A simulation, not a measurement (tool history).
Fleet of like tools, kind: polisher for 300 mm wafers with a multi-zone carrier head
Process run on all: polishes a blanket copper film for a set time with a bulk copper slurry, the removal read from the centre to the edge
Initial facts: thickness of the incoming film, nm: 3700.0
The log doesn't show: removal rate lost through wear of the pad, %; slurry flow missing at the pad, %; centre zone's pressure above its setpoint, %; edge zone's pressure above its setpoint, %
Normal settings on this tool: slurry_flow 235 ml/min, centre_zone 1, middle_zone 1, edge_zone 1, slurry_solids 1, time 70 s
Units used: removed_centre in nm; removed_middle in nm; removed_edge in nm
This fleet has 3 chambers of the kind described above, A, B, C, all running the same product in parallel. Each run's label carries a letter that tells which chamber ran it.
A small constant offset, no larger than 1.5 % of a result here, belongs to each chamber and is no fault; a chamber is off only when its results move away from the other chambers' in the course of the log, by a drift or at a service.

run	hour	slurry_flow	centre_zone	middle_zone	edge_zone	slurry_solids	time	wafers polished on this pad	hours since the slurry nozzle was cleaned	hours since the centre zone pressure was calibrated	hours since the edge zone pressure was calibrated	removed_centre	removed_middle	removed_edge
1B	8.8	235	1	1	1	1	70	529	40.8	156.7	154.4	898.74	882.58	901.95
2A	17.4	235	1	1	1	1	70	241	665.9	81.7	787.8	897.33	896.64	900.1
3C	25.1	235	1	1	1	1	70	360	163.8	214.1	236.1	889.47	891.91	890.91
4A	33.3	235	1	1	1	1	70	426	681.8	97.6	803.7	890.66	895.42	910.15
5B	38.7	235	1	1	1	1	70	876	70.7	186.6	184.3	908.86	874.43	881.17
6C	46.1	235	1	1	1	1	70	603	184.8	235.1	257.1	890.57	894.97	895.59
# hour 48.3: chamber B: worn pad replaced by a new one
# hour 50.3: chamber A: slurry nozzle cleaned
7A	54.1	235	1	1	1	1	70	667	3.9	118.4	824.5	897.69	893.5	900.02
8C	60	235	1	1	1	1	70	764	198.7	249	271	895.75	896.62	883.98
# hour 68.1: chamber A: worn pad replaced by a new one
9B	69.9	235	1	1	1	1	70	250	101.9	217.8	215.5	903.54	892.29	888.66
10B	77.1	235	1	1	1	1	70	334	109.1	225	222.7	899.9	896.22	894.15
11C	84.1	235	1	1	1	1	70	1043	222.8	273.1	295.1	891.27	898.36	878.53
# hour 87.1: chamber C: worn pad replaced by a new one
12A	93.3	235	0.92	1	1	1	70	292	43.1	157.6	863.7	813.21	896.24	903.2
13C	101.1	235	0.92	1	1	1	70	163	239.8	290.1	312.1	808.84	890.84	894.99
14A	108.9	235	0.92	1	1	1	70	473	58.7	173.2	879.3	810.25	893.04	909.14
15B	117.3	235	1	1	1	1	70	799	149.3	265.2	262.9	893.69	885.81	885.41
16B	123.9	235	1	1	1	1	70	876	155.9	271.8	269.5	891.29	884.64	884.45
17A	129.1	235	1	1	1	1	70	707	78.9	193.4	899.5	897.45	898.4	891.23
# hour 132.3: chamber A: worn pad replaced by a new one
18C	135.2	235	1	1	1	1	70	558	273.9	324.2	346.2	896.69	899.12	898.42
19A	139.8	235	1	1	1	1	70	87	89.6	204.1	910.2	893.13	902.68	885.5
# hour 145.8: chamber B: worn pad replaced by a new one
20C	147.5	235	1	1	1	1	70	700	286.2	336.5	358.5	898.73	894.02	894.7
# hour 149.1: chamber B: slurry nozzle cleaned
21B	157.7	235	1	1	1	1	70	137	8.7	305.6	303.3	892.47	893.64	897.78
22C	165.9	235	1	1	1	1	70	914	304.6	354.9	376.9	898.74	898.11	880.38
23A	173.2	235	1	1	1	1	70	474	123	237.5	943.6	873.92	906.91	891.06
24B	178.2	235	1	1	1	1	56	375	29.2	326.1	323.8	725.27	706.69	711.32

What goes on in this fleet: one chamber off, a drifting gauge, or nothing beyond the chambers' own small offsets? Name the chamber and the cause, if any.

Neither any chamber nor the gauge drifts; the chambers differ only by their own small, steady offsets.

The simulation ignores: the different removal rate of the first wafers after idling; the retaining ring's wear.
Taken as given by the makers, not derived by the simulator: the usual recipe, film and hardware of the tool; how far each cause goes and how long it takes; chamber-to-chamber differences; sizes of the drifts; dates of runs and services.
